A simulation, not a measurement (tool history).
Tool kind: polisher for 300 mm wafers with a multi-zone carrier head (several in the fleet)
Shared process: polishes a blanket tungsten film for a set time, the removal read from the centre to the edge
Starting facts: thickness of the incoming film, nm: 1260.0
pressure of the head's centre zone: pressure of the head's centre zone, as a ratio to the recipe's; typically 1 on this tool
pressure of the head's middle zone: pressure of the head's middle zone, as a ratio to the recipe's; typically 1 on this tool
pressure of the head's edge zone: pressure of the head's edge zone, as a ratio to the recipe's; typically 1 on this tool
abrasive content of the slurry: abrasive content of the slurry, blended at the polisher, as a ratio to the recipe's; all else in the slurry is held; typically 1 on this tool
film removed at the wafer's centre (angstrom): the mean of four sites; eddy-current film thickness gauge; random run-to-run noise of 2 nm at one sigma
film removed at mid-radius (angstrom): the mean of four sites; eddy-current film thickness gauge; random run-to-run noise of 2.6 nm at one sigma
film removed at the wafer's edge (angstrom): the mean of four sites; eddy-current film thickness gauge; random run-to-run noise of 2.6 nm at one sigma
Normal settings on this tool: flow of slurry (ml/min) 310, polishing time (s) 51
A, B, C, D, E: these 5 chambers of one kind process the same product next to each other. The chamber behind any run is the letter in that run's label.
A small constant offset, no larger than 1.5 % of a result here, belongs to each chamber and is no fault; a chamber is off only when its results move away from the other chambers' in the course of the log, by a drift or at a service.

| run | hour | flow of slurry (ml/min) | pressure of the head's centre zone | pressure of the head's middle zone | pressure of the head's edge zone | abrasive content of the slurry | polishing time (s) | film removed at the wafer's centre (angstrom) | film removed at mid-radius (angstrom) | film removed at the wafer's edge (angstrom) |
|---|---|---|---|---|---|---|---|---|---|---|
|  | 7.9 | chamber D: worn pad replaced by a new one |
| 1E | 7.9 | 310 | 1 | 1 | 1 | 1 | 51 | 2034.7 | 2114.4 | 2069.7 |
|  | 8.1 | chamber E: worn pad replaced by a new one |
|  | 20.5 | chamber E: slurry nozzle cleaned |
| 2B | 21.6 | 310 | 1 | 1 | 1 | 1 | 51 | 2034.4 | 2069.1 | 2059.9 |
|  | 29.3 | chamber B: worn pad replaced by a new one |
| 3D | 30.9 | 310 | 1 | 1 | 1 | 1 | 51 | 2044.5 | 2038.8 | 2046.8 |
| 4A | 36.9 | 310 | 1 | 1 | 1 | 1 | 51 | 2047.8 | 1976.6 | 2020.3 |
| 5C | 49.5 | 310 | 1 | 1 | 1 | 1 | 51 | 2013 | 2063.2 | 2024.4 |
|  | 55.9 | chamber C: worn pad replaced by a new one |
|  | 58.9 | chamber A: worn pad replaced by a new one |
| 6D | 63.2 | 310 | 1 | 1 | 1 | 1 | 51 | 2037.5 | 2011.3 | 2049.6 |
| 7A | 69.3 | 310 | 1 | 1 | 1 | 1 | 51 | 2040.1 | 2030.9 | 2024.6 |
| 8E | 77.7 | 310 | 1 | 1 | 1 | 1 | 51 | 2047.3 | 2054 | 2022.5 |
|  | 80.6 | chamber D: worn pad replaced by a new one |
|  | 83.6 | chamber E: edge zone pressure recalibrated |
| 9B | 88.9 | 310 | 1 | 1 | 1 | 1 | 51 | 2046.9 | 2062.5 | 2065.9 |
| 10C | 97.6 | 310 | 1 | 1 | 1 | 1 | 51 | 2050 | 2007.3 | 2055.8 |
|  | 102.3 | chamber E: worn pad replaced by a new one |
| 11B | 110.6 | 310 | 1 | 1 | 1 | 1 | 51 | 2065.8 | 2111.9 | 2064.9 |
|  | 116 | chamber C: slurry nozzle cleaned |
| 12D | 116.7 | 310 | 1 | 1 | 1 | 1 | 51 | 2014.6 | 1997.4 | 2092.6 |
|  | 117.7 | chamber A: centre zone pressure recalibrated |
|  | 118.7 | chamber A: worn pad replaced by a new one |
|  | 119.4 | chamber C: worn pad replaced by a new one |
|  | 122.1 | chamber B: worn pad replaced by a new one |
| 13C | 126.5 | 310 | 1 | 1 | 1 | 1 | 51 | 2039.6 | 2043.6 | 2029.8 |
| 14E | 135.6 | 310 | 1 | 1 | 1 | 1 | 51 | 2056.5 | 2067 | 2063.1 |
| 15A | 142.7 | 310 | 1 | 1 | 1 | 0.75 | 51 | 2137.8 | 1886.9 | 1894.7 |
|  | 149.1 | chamber D: worn pad replaced by a new one |
| 16B | 149.1 | 310 | 1 | 1 | 1 | 0.75 | 51 | 1893.4 | 1900.7 | 1875.4 |
| 17A | 161.9 | 310 | 1 | 1 | 1 | 0.75 | 51 | 2119.5 | 1894.3 | 1904.1 |
|  | 171.8 | chamber B: centre zone pressure recalibrated |
| 18D | 173.1 | 310 | 1 | 1 | 1 | 0.75 | 51 | 1882.4 | 1892.5 | 1932.6 |
|  | 178.9 | chamber A: worn pad replaced by a new one |
| 19C | 180.2 | 310 | 1 | 1 | 1 | 0.75 | 51 | 1871.3 | 1935.2 | 1906.9 |
|  | 191.1 | chamber C: worn pad replaced by a new one |
| 20E | 191.5 | 310 | 1 | 1 | 1 | 1 | 51 | 2089.2 | 2075.4 | 2048.2 |
|  | 195.3 | chamber E: worn pad replaced by a new one |
| 21B | 203.4 | 310 | 1 | 1 | 1 | 1 | 51 | 2049.1 | 2065.5 | 2001.3 |
|  | 205.7 | chamber D: slurry nozzle cleaned |
| 22C | 214 | 310 | 1 | 1 | 1 | 1 | 51 | 2045.8 | 2035.3 | 2061.4 |
|  | 214.7 | chamber B: edge zone pressure recalibrated |
|  | 219.2 | chamber B: worn pad replaced by a new one |
|  | 220.4 | chamber D: worn pad replaced by a new one |
|  | 223.6 | chamber A: slurry nozzle cleaned |
| 23A | 226 | 310 | 1 | 1 | 1 | 1 | 51 | 2315.7 | 2045.7 | 2035.2 |
| 24E | 234.1 | 310 | 1 | 1 | 1 | 1 | 51 | 1993.9 | 2003.9 | 2059.4 |
| 25D | 245.1 | 310 | 1 | 1 | 1 | 1 | 51 | 2036.1 | 2006.1 | 1987.2 |
|  | 250.3 | chamber A: worn pad replaced by a new one |
|  | 253.3 | chamber C: worn pad replaced by a new one |
| 26C | 258.2 | 310 | 1 | 1 | 1 | 1 | 51 | 2043.2 | 2063 | 2021 |
| 27A | 268.2 | 310 | 1 | 1 | 1 | 1 | 51 | 2263 | 2043.7 | 2033.8 |
| 28E | 277.9 | 310 | 1 | 1 | 1 | 1 | 51 | 2078.5 | 2009.1 | 2074.6 |
| 29D | 291 | 310 | 1 | 1 | 1 | 1 | 51 | 2018.5 | 2026 | 2076.9 |
|  | 296.7 | chamber D: worn pad replaced by a new one |
| 30B | 297.7 | 310 | 1 | 1 | 1 | 1 | 51 | 2025.4 | 2014.8 | 2025.5 |
|  | 301.3 | chamber B: worn pad replaced by a new one |
| 31B | 310.1 | 310 | 1 | 1 | 1 | 1 | 51 | 2072.8 | 2042.2 | 2050.6 |
| 32C | 320.1 | 310 | 1 | 1 | 1 | 1 | 51 | 2025.6 | 2019 | 2080.2 |
|  | 322.6 | chamber A: worn pad replaced by a new one |
| 33D | 330.1 | 310 | 1 | 1 | 1 | 1 | 51 | 2006.2 | 2057.6 | 2092.8 |
| 34A | 336.9 | 310 | 1 | 1 | 1 | 1 | 51 | 2256.2 | 2066 | 2019.2 |

Each of the 5 chambers runs these same settings next. Fill in every chamber's results:
| 35A | 346.8 | 310 | 1 | 1 | 1 | 1 | 51 | ? | ? | ? |
| 35B | 346.8 | 310 | 1 | 1 | 1 | 1 | 51 | ? | ? | ? |
| 35C | 346.8 | 310 | 1 | 1 | 1 | 1 | 51 | ? | ? | ? |
| 35D | 346.8 | 310 | 1 | 1 | 1 | 1 | 51 | ? | ? | ? |
| 35E | 346.8 | 310 | 1 | 1 | 1 | 1 | 51 | ? | ? | ? |

| run | film removed at the wafer's centre (angstrom) | film removed at mid-radius (angstrom) | film removed at the wafer's edge (angstrom) |
|---|---|---|---|
| 35A | 2315.4 | 2076 | 2022.2 |
| 35B | 2041.2 | 2080.4 | 2015.4 |
| 35C | 2041 | 2057.3 | 2036 |
| 35D | 2011.8 | 2048 | 2100.2 |
| 35E | 2058.4 | 2014.1 | 2059.5 |

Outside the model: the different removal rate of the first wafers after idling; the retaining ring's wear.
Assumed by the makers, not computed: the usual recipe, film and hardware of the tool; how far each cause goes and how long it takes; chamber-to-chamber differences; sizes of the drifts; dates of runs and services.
